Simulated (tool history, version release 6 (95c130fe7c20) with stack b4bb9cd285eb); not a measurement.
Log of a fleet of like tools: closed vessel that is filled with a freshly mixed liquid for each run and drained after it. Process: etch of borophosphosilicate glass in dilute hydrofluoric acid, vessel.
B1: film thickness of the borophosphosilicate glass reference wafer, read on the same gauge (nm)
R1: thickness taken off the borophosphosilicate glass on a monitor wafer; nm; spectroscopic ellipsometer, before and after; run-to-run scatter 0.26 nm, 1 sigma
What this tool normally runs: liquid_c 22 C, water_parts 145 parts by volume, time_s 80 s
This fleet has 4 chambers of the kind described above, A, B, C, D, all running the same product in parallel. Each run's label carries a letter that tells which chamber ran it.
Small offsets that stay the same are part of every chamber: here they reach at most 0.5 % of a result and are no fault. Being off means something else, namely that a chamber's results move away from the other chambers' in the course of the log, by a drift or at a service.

{"run": "1D", "day": 0.15, "liquid_c": 22, "water_parts": 145, "time_s": 80, "B1": 59.988, "R1": 38.642}
{"run": "2B", "day": 0.25, "liquid_c": 22, "water_parts": 145, "time_s": 80, "B1": 60.022, "R1": 38.48}
{"run": "3A", "day": 0.346, "liquid_c": 22, "water_parts": 145, "time_s": 80, "B1": 59.998, "R1": 38.895}
{"run": "4C", "day": 0.538, "liquid_c": 22, "water_parts": 145, "time_s": 80, "B1": 60.009, "R1": 38.334}
{"run": "5B", "day": 0.662, "liquid_c": 22, "water_parts": 145, "time_s": 80, "B1": 59.978, "R1": 38.929}
{"run": "6C", "day": 0.788, "liquid_c": 22, "water_parts": 145, "time_s": 80, "B1": 59.986, "R1": 38.613}
{"run": "7D", "day": 0.933, "liquid_c": 22, "water_parts": 145, "time_s": 80, "B1": 60.025, "R1": 38.68}
{"run": "8A", "day": 1.1, "liquid_c": 22, "water_parts": 145, "time_s": 80, "B1": 60.021, "R1": 38.98}
{"run": "9D", "day": 1.217, "liquid_c": 19, "water_parts": 145, "time_s": 120, "B1": 59.996, "R1": 52.179}
{"run": "10B", "day": 1.429, "liquid_c": 19, "water_parts": 145, "time_s": 120, "B1": 59.994, "R1": 51.97}
{"run": "11C", "day": 1.554, "liquid_c": 19, "water_parts": 145, "time_s": 120, "B1": 59.985, "R1": 51.566}
{"run": "12A", "day": 1.696, "liquid_c": 19, "water_parts": 145, "time_s": 120, "B1": 60.017, "R1": 51.244}
{"run": "13D", "day": 1.883, "liquid_c": 22, "water_parts": 145, "time_s": 80, "B1": 60.014, "R1": 39.226}
{"run": "14A", "day": 2.012, "liquid_c": 22, "water_parts": 145, "time_s": 80, "B1": 60.001, "R1": 38.683}
{"run": "15B", "day": 2.229, "liquid_c": 22, "water_parts": 145, "time_s": 80, "B1": 59.979, "R1": 39.117}
{"run": "16C", "day": 2.375, "liquid_c": 22, "water_parts": 145, "time_s": 80, "B1": 60.007, "R1": 38.733}
{"run": "17A", "day": 2.475, "liquid_c": 22, "water_parts": 145, "time_s": 80, "B1": 60.02, "R1": 38.723}
{"run": "18B", "day": 2.683, "liquid_c": 22, "water_parts": 145, "time_s": 80, "B1": 60.013, "R1": 38.804}
{"run": "19D", "day": 2.883, "liquid_c": 22, "water_parts": 145, "time_s": 80, "B1": 60.023, "R1": 38.83}
{"run": "20C", "day": 3.008, "liquid_c": 22, "water_parts": 145, "time_s": 80, "B1": 59.997, "R1": 38.727}
{"run": "21B", "day": 3.167, "liquid_c": 22, "water_parts": 145, "time_s": 80, "B1": 59.968, "R1": 38.802}
{"run": "22A", "day": 3.317, "liquid_c": 22, "water_parts": 145, "time_s": 80, "B1": 60.004, "R1": 39.106}
{"run": "23D", "day": 3.483, "liquid_c": 22, "water_parts": 145, "time_s": 80, "B1": 59.993, "R1": 38.705}
{"run": "24C", "day": 3.583, "liquid_c": 22, "water_parts": 145, "time_s": 80, "B1": 59.984, "R1": 38.265}
{"run": "25A", "day": 3.771, "liquid_c": 22, "water_parts": 145, "time_s": 100, "B1": 59.989, "R1": 48.362}
{"run": "26C", "day": 3.967, "liquid_c": 22, "water_parts": 145, "time_s": 100, "B1": 60.001, "R1": 48.408}
{"run": "27B", "day": 4.067, "liquid_c": 22, "water_parts": 145, "time_s": 100, "B1": 59.964, "R1": 48.176}
{"run": "28D", "day": 4.188, "liquid_c": 22, "water_parts": 145, "time_s": 100, "B1": 59.996, "R1": 48.887}

Which is it: a chamber that has drifted or been left off by a service, a gauge drift common to all chambers, or only each chamber's usual small offset? If a chamber is off, name it and its likeliest cause.

Neither any chamber nor the gauge drifts; the chambers differ only by their own small, steady offsets.
